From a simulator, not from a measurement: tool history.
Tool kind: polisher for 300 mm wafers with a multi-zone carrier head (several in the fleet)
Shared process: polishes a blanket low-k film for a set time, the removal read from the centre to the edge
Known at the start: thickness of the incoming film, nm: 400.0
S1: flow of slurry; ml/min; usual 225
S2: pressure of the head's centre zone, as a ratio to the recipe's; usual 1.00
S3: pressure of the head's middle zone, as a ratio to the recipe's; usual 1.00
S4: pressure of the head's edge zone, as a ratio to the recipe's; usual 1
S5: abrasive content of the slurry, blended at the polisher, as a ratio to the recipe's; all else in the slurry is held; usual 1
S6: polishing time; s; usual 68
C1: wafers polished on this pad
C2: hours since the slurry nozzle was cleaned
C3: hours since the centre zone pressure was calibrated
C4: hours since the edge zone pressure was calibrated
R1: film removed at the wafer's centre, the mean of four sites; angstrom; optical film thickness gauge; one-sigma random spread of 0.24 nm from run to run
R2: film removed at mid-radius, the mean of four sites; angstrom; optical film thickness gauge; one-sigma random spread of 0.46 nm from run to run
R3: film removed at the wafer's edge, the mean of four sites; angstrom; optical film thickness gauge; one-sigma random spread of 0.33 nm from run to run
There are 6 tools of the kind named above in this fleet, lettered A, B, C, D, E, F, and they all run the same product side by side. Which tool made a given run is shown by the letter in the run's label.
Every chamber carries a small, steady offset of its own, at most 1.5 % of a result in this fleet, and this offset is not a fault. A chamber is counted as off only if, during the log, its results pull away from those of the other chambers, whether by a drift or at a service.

run   hour   S1    S2    S3  S4  S5  S6    C1     C2      C3      C4      R1      R2      R3
       4.8  -- chamber A: worn pad replaced by a new one
 1F    7.2  225  1.00  1.00   1   1  68   139   92.6   700.6   468.3  321.68  320.44  318.66
 2E   16.0  225  1.00  1.00   1   1  68   266  320.2   533.1   307.9  326.28  320.87  322.67
 3A   26.9  225  1.00  1.00   1   1  68   246  163.5   233.6   784.1  321.20  322.31  320.13
 4B   34.4  225  1.00  1.00   1   1  68   529  140.5    66.3   883.5  326.03  330.52  312.08
      36.2  -- chamber C: slurry nozzle cleaned
 5D   44.5  170  1.00  0.89   1   1  68   758  311.0   380.1   661.6  311.38  281.63  311.66
      51.1  -- chamber B: worn pad replaced by a new one
      53.1  -- chamber B: edge zone pressure recalibrated
 6C   53.6  170  1.00  0.89   1   1  68   989   17.5   511.5   409.4  312.27  279.83  319.04
      58.9  -- chamber D: worn pad replaced by a new one
      65.2  -- chamber F: worn pad replaced by a new one
 7F   65.2  170  1.00  0.89   1   1  68     0  150.6   758.6   526.3  315.68  276.54  312.09
      73.3  -- chamber E: worn pad replaced by a new one
 8A   77.6  170  1.00  0.89   1   1  68   811  214.2   284.3   834.8  312.15  278.73  317.54
      86.4  -- chamber A: worn pad replaced by a new one
 9D   88.1  170  1.00  0.89   1   1  68   325  354.6   423.7   705.2  306.95  283.80  312.75
      90.3  -- chamber C: worn pad replaced by a new one
10E  102.4  170  1.00  0.89   1   1  68   325  406.6   619.5   394.3  306.61  274.82  309.52
     106.3  -- chamber D: slurry nozzle cleaned
11B  116.2  225  1.00  1.00   1   1  68   726  222.3   148.1    63.1  326.65  323.08  317.87
     117.3  -- chamber C: centre zone pressure recalibrated
12C  126.5  225  1.00  1.00   1   1  68   403   90.4     9.3   482.3  322.00  318.63  333.25
     131.9  -- chamber B: worn pad replaced by a new one
     136.7  -- chamber F: worn pad replaced by a new one
13E  139.4  225  1.00  1.00   1   1  68   737  443.6   656.5   431.3  324.15  322.56  321.56
     141.1  -- chamber D: worn pad replaced by a new one
     148.6  -- chamber E: worn pad replaced by a new one
14C  149.1  225  1.00  1.00   1   1  68   655  113.0    31.9   504.9  330.76  325.38  327.68
     156.3  -- chamber E: slurry nozzle cleaned
15F  157.2  225  1.00  1.00   1   1  68   228  242.6   850.6   618.3  324.29  326.30  327.86
     157.4  -- chamber A: worn pad replaced by a new one
16B  165.6  225  1.00  1.00   1   1  68   376  271.7   197.5   112.5  321.43  319.93  320.02
     169.2  -- chamber D: edge zone pressure recalibrated
     171.3  -- chamber D: centre zone pressure recalibrated
     175.0  -- chamber B: slurry nozzle cleaned
17D  175.3  225  1.00  1.00   1   1  68   381   69.1     4.0     6.2  324.02  328.79  316.13
18A  185.1  225  1.00  1.00   1   1  68   308  321.7   391.8   942.3  326.17  326.60  322.91
19A  193.7  225  1.00  1.00   1   1  68   404  330.3   400.4   950.9  325.60  311.12  327.72
     198.7  -- chamber B: worn pad replaced by a new one
20B  205.4  225  1.00  1.00   1   1  68    74   30.5   237.3   152.3  324.66  325.60  315.45
     206.3  -- chamber D: worn pad replaced by a new one
21D  214.3  225  1.00  1.00   1   1  68    89  108.1    43.0    45.2  325.71  318.27  319.55
     218.3  -- chamber E: worn pad replaced by a new one
     225.2  -- chamber F: worn pad replaced by a new one
22E  226.2  225  1.00  1.00   1   1  68    89   70.0   743.3   518.1  325.00  327.28  321.65
23F  233.2  225  1.00  1.00   1   1  68    89  318.6   926.6   694.3  324.90  331.82  322.43
     234.4  -- chamber A: worn pad replaced by a new one
     235.9  -- chamber C: worn pad replaced by a new one
24C  240.6  225  1.00  1.00   1   1  68    53  204.5   123.4   596.4  327.77  329.47  327.94
25E  254.1  225  1.00  1.00   1   1  68   399   97.9   771.2   546.0  327.60  320.08  319.76
26A  267.0  225  1.00  1.00   1   1  68   364  403.6   473.7  1024.2  323.13  326.52  324.50
     268.6  -- chamber B: worn pad replaced by a new one
     274.7  -- chamber D: worn pad replaced by a new one
27B  278.8  225  1.00  1.00   1   1  68   114  103.9   310.7   225.7  319.87  332.27  318.34
     283.8  -- chamber E: worn pad replaced by a new one
28C  289.7  225  1.00  1.00   1   1  68   600  253.6   172.5   645.5  324.43  331.45  324.02
29F  297.8  225  1.00  1.00   1   1  68   808  383.2   991.2   758.9  320.46  324.39  315.75
     298.3  -- chamber A: worn pad replaced by a new one
30D  308.5  225  1.00  1.00   1   1  68   377  202.3   137.2   139.4  319.70  325.89  321.06
     312.7  -- chamber F: worn pad replaced by a new one
31F  321.2  225  1.00  1.00   1   1  68    94  406.6  1014.6   782.3  326.13  329.59  317.42
32C  331.2  170  1.04  1.00   1   1  68  1062  295.1   214.0   687.0  327.78  313.55  314.26
     340.2  -- chamber D: worn pad replaced by a new one
33B  341.8  170  1.04  1.00   1   1  68   816  166.9   373.7   288.7  317.47  312.02  308.60
34D  348.9  170  1.04  1.00   1   1  68    97  242.7   177.6   179.8  325.38  316.26  313.53
     349.7  -- chamber E: worn pad replaced by a new one
35E  356.9  170  1.04  1.00   1   1  68    81  200.7   874.0   648.8  324.10  314.75  311.89
     362.0  -- chamber A: worn pad replaced by a new one
36A  364.2  170  1.04  1.00   1   1  68    24  500.8   570.9  1121.4  325.88  308.87  313.37

The same settings go to every chamber for the next run, one line per chamber below. Forecast the results for each:
37A  374.5  225  1.00  1.00   1   1  68                   ?   ?   ?
37B  374.5  225  1.00  1.00   1   1  68                   ?   ?   ?
37C  374.5  225  1.00  1.00   1   1  68                   ?   ?   ?
37D  374.5  225  1.00  1.00   1   1  68                   ?   ?   ?
37E  374.5  225  1.00  1.00   1   1  68                   ?   ?   ?
37F  374.5  225  1.00  1.00   1   1  68                   ?   ?   ?

run      R1      R2      R3
37A  324.57  320.40  324.91
37B  321.78  323.50  316.38
37C  325.09  333.15  328.12
37D  321.11  323.48  322.43
37E  324.80  318.07  324.02
37F  326.69  326.92  320.72
